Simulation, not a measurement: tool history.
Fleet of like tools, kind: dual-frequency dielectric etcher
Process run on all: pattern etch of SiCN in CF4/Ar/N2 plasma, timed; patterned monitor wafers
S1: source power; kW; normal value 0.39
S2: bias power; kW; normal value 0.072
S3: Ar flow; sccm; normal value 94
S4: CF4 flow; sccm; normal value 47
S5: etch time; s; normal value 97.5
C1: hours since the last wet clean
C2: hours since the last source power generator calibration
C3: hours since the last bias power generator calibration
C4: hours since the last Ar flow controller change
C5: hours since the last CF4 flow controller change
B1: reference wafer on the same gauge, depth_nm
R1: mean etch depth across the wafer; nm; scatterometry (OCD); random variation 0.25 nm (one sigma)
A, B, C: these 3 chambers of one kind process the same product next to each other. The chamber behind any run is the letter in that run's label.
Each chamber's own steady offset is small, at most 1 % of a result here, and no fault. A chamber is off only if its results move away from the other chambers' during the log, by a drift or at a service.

run   hour    S1     S2   S3  S4    S5     C1      C2      C3      C4      C5      B1      R1
 1B   14.9  0.39  0.072   94  47  97.5    216    2313  2631.3  3008.3  4113.8  79.016  70.856
 2C   30.7  0.39  0.072   94  47  97.5   38.9  2660.1     334  4226.9  2184.7  79.011  69.638
 3A   43.4  0.39  0.072   94  47  97.5  390.8  1158.6   367.6  2662.2   107.8  78.966  69.703
 4C   53.2  0.39  0.072   94  47  97.5   61.4  2682.6   356.5  4249.4  2207.2  79.008  69.693
 5B   66.5  0.39  0.072   94  47  97.5  267.6  2364.6  2682.9  3059.9  4165.4  79.006  70.804
 6A   79.3  0.39  0.072   94  47  97.5  426.7  1194.5   403.5  2698.1   143.7  79.061   70.11
      88.8  -- chamber A: wet clean of the chamber
 7B   95.1  0.46  0.072  105  47  97.5  296.2  2393.2  2711.5  3088.5    4194   79.03  81.096
 8A  107.6  0.46  0.072  105  47  97.5   18.9  1222.8   431.8  2726.4     172  78.877  79.308
 9C  116.1  0.46  0.072  105  47  97.5  124.3  2745.5   419.4  4312.3  2270.1   78.94  79.291
10A  126.9  0.39  0.072   73  47  97.5   38.2  1242.1   451.1  2745.7   191.3  79.029  72.302
11B  139.8  0.39  0.072   73  47  97.5  340.9  2437.9  2756.2  3133.2  4238.7  78.991  73.609
12C  149.9  0.39  0.072   73  47  97.5  158.1  2779.3   453.2  4346.1  2303.9   78.95   72.62
13A  162.7  0.39  0.072   94  47  97.5     74  1277.9   486.9  2781.5   227.1  78.981   69.68
14B  172.8  0.39  0.072   94  47  97.5  373.9  2470.9  2789.2  3166.2  4271.7  78.995  70.699
     173.7  -- chamber B: wet clean of the chamber
15C  185.2  0.39  0.072   94  47  97.5  193.4  2814.6   488.5  4381.4  2339.2   78.95  69.661
16B  192.6  0.39  0.072   94  47  97.5     19  2490.7    2809    3186  4291.5  78.925  70.632
17A  205.8  0.39  0.072   94  47  97.5  117.1    1321     530  2824.6   270.2  79.033  69.161
18C  218.9  0.39  0.072   94  47  97.5  227.1  2848.3   522.2  4415.1  2372.9  79.047  70.011
19B  234.4  0.39  0.072   94  47  97.5   60.8  2532.5  2850.8  3227.8  4333.3  78.974  70.895
20C  248.8  0.39  0.072   94  47  97.5    257  2878.2   552.1    4445  2402.8  79.044   69.68
21A  259.1  0.39  0.072   94  47  97.5  170.4  1374.3   583.3  2877.9   323.5  78.996  68.901
22C  271.5  0.39  0.072   94  47  97.5  279.7  2900.9   574.8  4467.7  2425.5  79.037  69.859
23B  282.2  0.45  0.072   94  47  71.5  108.6  2580.3  2898.6  3275.6  4381.1  79.055  58.764
24A  296.2  0.45  0.072   94  47  71.5  207.5  1411.4   620.4    2915   360.6   78.94  56.946
25A  307.4  0.45  0.072   94  47  71.5  218.7  1422.6   631.6  2926.2   371.8  78.995  56.882
26C  320.8  0.39  0.072   94  47  97.5    329  2950.2   624.1    4517  2474.8  78.989  69.757
     326.8  -- chamber B: bias power generator calibrated
27B  330.7  0.39  0.072   94  47  97.5  157.1  2628.8     3.9  3324.1  4429.6   79.02  70.956
28A  341.6  0.39  0.072   94  47  97.5  252.9  1456.8   665.8  2960.4     406  78.991  68.109

Next, every chamber runs the same settings. What will each give?
29A  353.6  0.39  0.072  94  47  97.5                           ?
29B  353.6  0.39  0.072  94  47  97.5                           ?
29C  353.6  0.39  0.072  94  47  97.5                           ?

run      R1
29A  68.219
29B  71.321
29C  69.498
